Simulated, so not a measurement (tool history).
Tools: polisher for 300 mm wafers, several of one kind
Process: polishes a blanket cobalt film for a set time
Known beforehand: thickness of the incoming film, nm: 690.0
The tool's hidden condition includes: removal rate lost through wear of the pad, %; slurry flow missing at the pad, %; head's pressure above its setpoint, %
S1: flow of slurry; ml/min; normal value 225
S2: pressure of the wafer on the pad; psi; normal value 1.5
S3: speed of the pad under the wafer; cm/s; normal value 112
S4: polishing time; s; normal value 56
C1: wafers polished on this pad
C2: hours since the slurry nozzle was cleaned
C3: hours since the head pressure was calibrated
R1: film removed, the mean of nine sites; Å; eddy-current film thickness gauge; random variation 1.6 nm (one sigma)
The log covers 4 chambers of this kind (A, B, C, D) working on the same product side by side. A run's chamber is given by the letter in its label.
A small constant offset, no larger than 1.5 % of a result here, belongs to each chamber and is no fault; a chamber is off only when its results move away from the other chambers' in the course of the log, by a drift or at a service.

run     day   S1   S2   S3  S4    C1     C2     C3      R1
 1D   0.425  225  1.5  112  56   845  487.7  255.8  2555.2
 2A   0.688  225  1.5  112  56   710  234.3  565.2  2526.7
 3B   1.017  225  1.5  112  56   688  768.9  145.1  2557.3
 4C   1.512  225  1.5  112  56   789  305.8  579.3  2471.7
 5A   2.004  265  1.5  112  49   983  265.9  596.8  2254.7
      2.275  -- chamber B: slurry nozzle cleaned
      2.371  -- chamber A: worn pad replaced by a new one
 6C   2.392  265  1.5  112  49   970  326.9  600.4  2205.6
 7D   2.900  265  1.5  112  49  1357  547.1  315.2  2234.9
      3.079  -- chamber D: worn pad replaced by a new one
 8B   3.158  265  1.5  112  49  1131   21.3  196.5  2243.1
      3.362  -- chamber A: slurry nozzle cleaned
      3.692  -- chamber C: worn pad replaced by a new one
 9C   3.729  225  1.5  112  56     8  359.0  632.5  2501.9
10D   4.300  225  1.5  112  56   252  580.7  348.8  2569.8
11A   4.833  225  1.5  112  56   509   35.3  664.7  2532.2
12B   5.354  225  1.5  112  56  1585   74.0  249.2  2537.5
13A   5.746  225  1.5  112  56   697   57.2  686.6  2528.9
14C   6.038  225  1.5  112  56   485  414.4  687.9  2495.2
15D   6.442  225  1.5  112  56   695  632.1  400.2  2561.7
16B   6.767  225  1.5  112  56  1877  107.9  283.1  2555.4
      6.888  -- chamber A: worn pad replaced by a new one
17D   7.075  225  1.5  112  56   826  647.3  415.4  2545.4
      7.158  -- chamber B: head pressure recalibrated
      7.462  -- chamber C: slurry nozzle cleaned
18B   7.612  225  1.5  112  56  2051  128.2   10.9  2529.8
19C   7.867  255  1.5  130  56   863    9.8  731.8  2945.1
      8.025  -- chamber A: head pressure recalibrated
20A   8.317  255  1.5  130  56   295  118.9    7.0  2989.6
      8.658  -- chamber D: worn pad replaced by a new one
21C   8.754  255  1.5  130  56  1047   31.1  753.1  2933.6
22D   9.208  255  1.5  130  56   113  698.5  466.6  3038.9
      9.521  -- chamber C: worn pad replaced by a new one
23A   9.525  225  1.5  112  56   545  147.9   36.0  2555.3
24B   9.917  225  1.5  112  56  2528  183.5   66.2  2503.8
25C  10.279  225  1.5  112  56   156   67.7  789.7  2510.9
26A  10.596  225  1.5  112  56   766  173.6   61.7  2568.3
27B  11.162  225  1.5  112  56  2785  213.4   96.1  2469.5
28D  11.733  225  1.5  112  56   635  759.1  527.2  2553.5
     11.762  -- chamber A: worn pad replaced by a new one
29C  12.083  225  1.5  112  56   529  111.0  833.0  2489.8
     12.388  -- chamber D: head pressure recalibrated
30D  12.625  260  1.1  112  56   819  780.5    5.7  1910.4
31A  12.912  260  1.1  112  56   238  229.2  117.3  1884.0
32B  13.300  260  1.1  112  56  3227  264.7  147.4  1793.9
33C  13.754  260  1.1  112  56   875  151.1  873.1  1857.0
34A  14.154  225  1.5  112  56   494  259.0  147.1  2535.3
     14.246  -- chamber D: worn pad replaced by a new one
35B  14.604  225  1.5  112  56  3496  296.0  178.7  2399.9
36D  14.871  225  1.5  112  56   129  834.4   59.6  2549.0
     15.121  -- chamber C: worn pad replaced by a new one
37B  15.417  225  1.5  112  56  3664  315.5  198.2  2379.2
38A  15.917  225  1.5  112  56   858  301.3  189.4  2526.5
39D  16.450  225  1.5  112  56   456  872.3   97.5  2551.2
     16.517  -- chamber A: worn pad replaced by a new one
40C  16.950  225  1.5  112  56   378  227.8  949.8  2508.7
     17.133  -- chamber A: slurry nozzle cleaned
41A  17.233  225  1.5  112  56   148    2.4  221.0  2541.1
42D  17.679  225  1.5  112  56   710  901.8  127.0  2559.4
43B  18.183  225  1.5  112  56  4236  381.9  264.6  2346.1
44C  18.567  260  1.5  112  68   712  266.6  988.6  3093.1

Does one chamber stand apart from the rest, does the shared gauge drift, or is all well apart from small per-chamber offsets? Give the chamber and the most likely cause, where there is one.

One chamber, B, drifts off from the rest bit by bit.
Cause: removal rate lost through wear of the pad, % = 8.36.
The log might look much the same if the cause were instead: slurry flow missing at the pad, %; head's pressure below its setpoint, %.

Which of the 4 candidates below, each the usual settings with something changed and its results left as question marks, puts chamber B back in line with what the other chambers give on the usual settings?
Maximum distance from the other chambers' mean on the usual settings for a result to count as in line: R1 55.0 Å
45B-1  18.979  225  1.5  110  55               ?
45B-2  18.979  225  1.5  112  58               ?
45B-3  18.979  135  1.5  112  56               ?
45B-4  18.979  225  1.5  112  61               ?

Average result of the remaining chambers running the usual settings: R1 2526.6 Å
  run      R1
45B-1  2240.7
45B-2  2405.4
45B-3  2152.9
45B-4  2529.9
It is 45B-4 that realigns the chamber with its peers.
